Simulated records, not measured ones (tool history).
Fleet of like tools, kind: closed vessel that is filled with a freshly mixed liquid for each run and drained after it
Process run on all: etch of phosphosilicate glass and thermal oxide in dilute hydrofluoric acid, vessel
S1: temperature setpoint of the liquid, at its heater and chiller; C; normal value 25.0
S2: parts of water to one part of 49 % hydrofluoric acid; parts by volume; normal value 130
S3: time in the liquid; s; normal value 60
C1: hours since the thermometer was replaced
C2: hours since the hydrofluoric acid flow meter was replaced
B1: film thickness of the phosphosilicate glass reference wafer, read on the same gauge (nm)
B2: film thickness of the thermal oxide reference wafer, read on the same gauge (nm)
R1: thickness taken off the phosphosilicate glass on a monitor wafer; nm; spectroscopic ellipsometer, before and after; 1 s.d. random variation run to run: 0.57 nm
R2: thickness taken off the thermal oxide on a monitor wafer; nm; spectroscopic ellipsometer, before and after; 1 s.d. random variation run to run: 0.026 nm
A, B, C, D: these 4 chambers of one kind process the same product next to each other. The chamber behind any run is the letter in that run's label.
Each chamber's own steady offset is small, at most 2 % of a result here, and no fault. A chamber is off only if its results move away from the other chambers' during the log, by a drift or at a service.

run 1D hour=10.3 | S1=25.0 S2=130 S3=60 | C1=1455.5 C2=916.1 | B1=139.97 B2=39.976 | R1=88.979 R2=2.3463
run 2C hour=19.6 | S1=25.0 S2=130 S3=60 | C1=371.8 C2=1311.4 | B1=140.01 B2=40.005 | R1=89.595 R2=2.3356
run 3A hour=26.8 | S1=25.0 S2=130 S3=60 | C1=478.3 C2=1660.2 | B1=139.99 B2=39.989 | R1=90.765 R2=2.3428
run 4B hour=32.9 | S1=25.0 S2=130 S3=60 | C1=517.7 C2=1649.0 | B1=139.98 B2=39.997 | R1=88.743 R2=2.3538
run 5B hour=40.7 | S1=25.0 S2=130 S3=60 | C1=525.5 C2=1656.8 | B1=139.97 B2=39.969 | R1=87.754 R2=2.3091
run 6D hour=50.9 | S1=25.0 S2=130 S3=60 | C1=1496.1 C2=956.7 | B1=140.01 B2=40.000 | R1=89.622 R2=2.2960
run 7C hour=60.7 | S1=25.0 S2=130 S3=60 | C1=412.9 C2=1352.5 | B1=140.04 B2=40.006 | R1=88.213 R2=2.3366
run 8A hour=66.6 | S1=25.0 S2=130 S3=60 | C1=518.1 C2=1700.0 | B1=140.01 B2=39.982 | R1=90.714 R2=2.3410
run 9C hour=76.4 | S1=25.0 S2=100 S3=60 | C1=428.6 C2=1368.2 | B1=139.98 B2=40.034 | R1=120.200 R2=3.0898
run 10A hour=82.3 | S1=25.0 S2=100 S3=60 | C1=533.8 C2=1715.7 | B1=140.03 B2=40.018 | R1=123.440 R2=3.1725
run 11D hour=91.5 | S1=25.0 S2=100 S3=60 | C1=1536.7 C2=997.3 | B1=140.01 B2=39.979 | R1=120.950 R2=3.0873
run 12B hour=97.4 | S1=25.0 S2=100 S3=60 | C1=582.2 C2=1713.5 | B1=139.99 B2=40.039 | R1=118.500 R2=3.1091
run 13D hour=107.4 | S1=25.0 S2=130 S3=60 | C1=1552.6 C2=1013.2 | B1=140.03 B2=40.017 | R1=90.834 R2=2.3053
run 14B hour=116.7 | S1=25.0 S2=130 S3=60 | C1=601.5 C2=1732.8 | B1=140.04 B2=39.971 | R1=88.533 R2=2.3200
run 15A hour=124.2 | S1=25.0 S2=130 S3=60 | C1=575.7 C2=1757.6 | B1=140.00 B2=40.026 | R1=90.201 R2=2.3422
run 16C hour=134.8 | S1=25.0 S2=130 S3=90 | C1=487.0 C2=1426.6 | B1=140.04 B2=39.988 | R1=133.550 R2=3.5000
run 17D hour=140.6 | S1=25.0 S2=130 S3=90 | C1=1585.8 C2=1046.4 | B1=139.97 B2=40.020 | R1=133.550 R2=3.5544
run 18C hour=146.0 | S1=25.0 S2=130 S3=90 | C1=498.2 C2=1437.8 | B1=139.94 B2=39.987 | R1=135.130 R2=3.4506
run 19B hour=155.2 | S1=25.0 S2=130 S3=90 | C1=640.0 C2=1771.3 | B1=139.92 B2=39.990 | R1=132.840 R2=3.4505
run 20A hour=160.2 | S1=25.0 S2=130 S3=60 | C1=611.7 C2=1793.6 | B1=139.99 B2=40.008 | R1=91.449 R2=2.3156
run 21B hour=167.2 | S1=25.0 S2=130 S3=60 | C1=652.0 C2=1783.3 | B1=139.98 B2=39.981 | R1=87.950 R2=2.2813
run 22D hour=175.0 | S1=25.0 S2=130 S3=60 | C1=1620.2 C2=1080.8 | B1=140.01 B2=39.995 | R1=91.008 R2=2.3321
run 23C hour=185.7 | S1=25.0 S2=130 S3=60 | C1=537.9 C2=1477.5 | B1=140.02 B2=40.014 | R1=89.308 R2=2.3224
run 24A hour=193.2 | S1=28.5 S2=130 S3=40 | C1=644.7 C2=1826.6 | B1=140.04 B2=39.979 | R1=68.880 R2=1.7963
run 25C hour=198.7 | S1=28.5 S2=130 S3=40 | C1=550.9 C2=1490.5 | B1=139.96 B2=39.988 | R1=66.998 R2=1.7696
run 26B hour=205.9 | S1=28.5 S2=130 S3=40 | C1=690.7 C2=1822.0 | B1=140.00 B2=39.994 | R1=67.911 R2=1.7569
run 27A hour=214.4 | S1=28.5 S2=130 S3=40 | C1=665.9 C2=1847.8 | B1=139.97 B2=40.031 | R1=68.789 R2=1.8240
run 28D hour=225.2 | S1=25.0 S2=130 S3=60 | C1=1670.4 C2=1131.0 | B1=139.99 B2=40.008 | R1=89.638 R2=2.3503
-- hour=228.9 chamber A: thermometer replaced
run 29D hour=234.2 | S1=25.0 S2=130 S3=60 | C1=1679.4 C2=1140.0 | B1=140.01 B2=40.015 | R1=89.808 R2=2.3033
run 30B hour=240.3 | S1=25.0 S2=130 S3=60 | C1=725.1 C2=1856.4 | B1=139.93 B2=40.011 | R1=88.818 R2=2.3171
run 31C hour=247.0 | S1=25.0 S2=130 S3=60 | C1=599.2 C2=1538.8 | B1=140.01 B2=40.010 | R1=89.293 R2=2.3047
run 32A hour=254.0 | S1=25.0 S2=130 S3=60 | C1=25.2 C2=1887.4 | B1=139.97 B2=40.044 | R1=90.239 R2=2.3465

Decide between three cases: one chamber stands off from its peers, the gauge reading all wafers drifts, or nothing is wrong past each chamber's small offset. Where a chamber is off, say which and what most likely put it there.

Beyond each chamber's small constant offset nothing stands out, and the gauge stays steady.
